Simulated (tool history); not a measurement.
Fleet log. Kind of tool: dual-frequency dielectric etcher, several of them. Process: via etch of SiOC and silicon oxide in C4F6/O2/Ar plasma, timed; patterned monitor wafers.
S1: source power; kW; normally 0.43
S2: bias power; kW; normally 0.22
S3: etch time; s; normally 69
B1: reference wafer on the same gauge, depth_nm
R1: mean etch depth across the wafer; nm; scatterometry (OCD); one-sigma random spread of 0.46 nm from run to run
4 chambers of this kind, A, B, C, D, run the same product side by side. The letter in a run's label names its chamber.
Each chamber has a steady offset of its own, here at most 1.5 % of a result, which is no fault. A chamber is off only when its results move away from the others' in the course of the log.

run,day,S1,S2,S3,B1,R1
1A,0.304,0.43,0.22,69,86.931,83.537
2C,0.542,0.43,0.22,69,86.773,86.042
# day 0.717: chamber D: wet clean of the chamber
3B,0.783,0.43,0.22,69,86.899,85.464
4D,1.117,0.43,0.22,69,86.729,84.81
5B,1.296,0.43,0.22,69,86.886,86.081
# day 1.317: chamber A: wet clean of the chamber
# day 1.346: chamber C: wet clean of the chamber
6D,1.533,0.43,0.22,69,86.642,85.054
7A,1.729,0.43,0.22,69,86.749,84.282
8C,2,0.43,0.22,69,86.812,85.063
9C,2.267,0.43,0.22,69,86.908,85.832
10D,2.417,0.43,0.22,69,86.9,85.467
# day 2.504: chamber B: wet clean of the chamber
11A,2.704,0.43,0.22,69,86.836,84.776
12B,2.971,0.43,0.22,69,86.745,85.254
13C,3.25,0.43,0.22,69,86.905,85.531
14D,3.533,0.43,0.22,69,86.631,85.524
15A,3.792,0.43,0.22,69,86.77,85.238
16B,4.033,0.43,0.202,69,86.836,83.264
17D,4.196,0.43,0.202,69,86.852,82.665
18B,4.35,0.43,0.202,69,86.86,83.464
19A,4.6,0.43,0.202,69,86.755,81.666
20C,4.767,0.43,0.22,69,86.815,85.453
21A,4.929,0.43,0.22,69,86.788,84.008
22D,5.146,0.43,0.22,69,86.643,85.52
23B,5.333,0.43,0.22,69,86.731,86.47
24C,5.625,0.43,0.22,69,86.781,85.793

Does one chamber stand apart from the rest, does the shared gauge drift, or is all well apart from small per-chamber offsets? Give the chamber and the most likely cause, where there is one.

No chamber stands off beyond its own small offset, and the gauge holds steady.
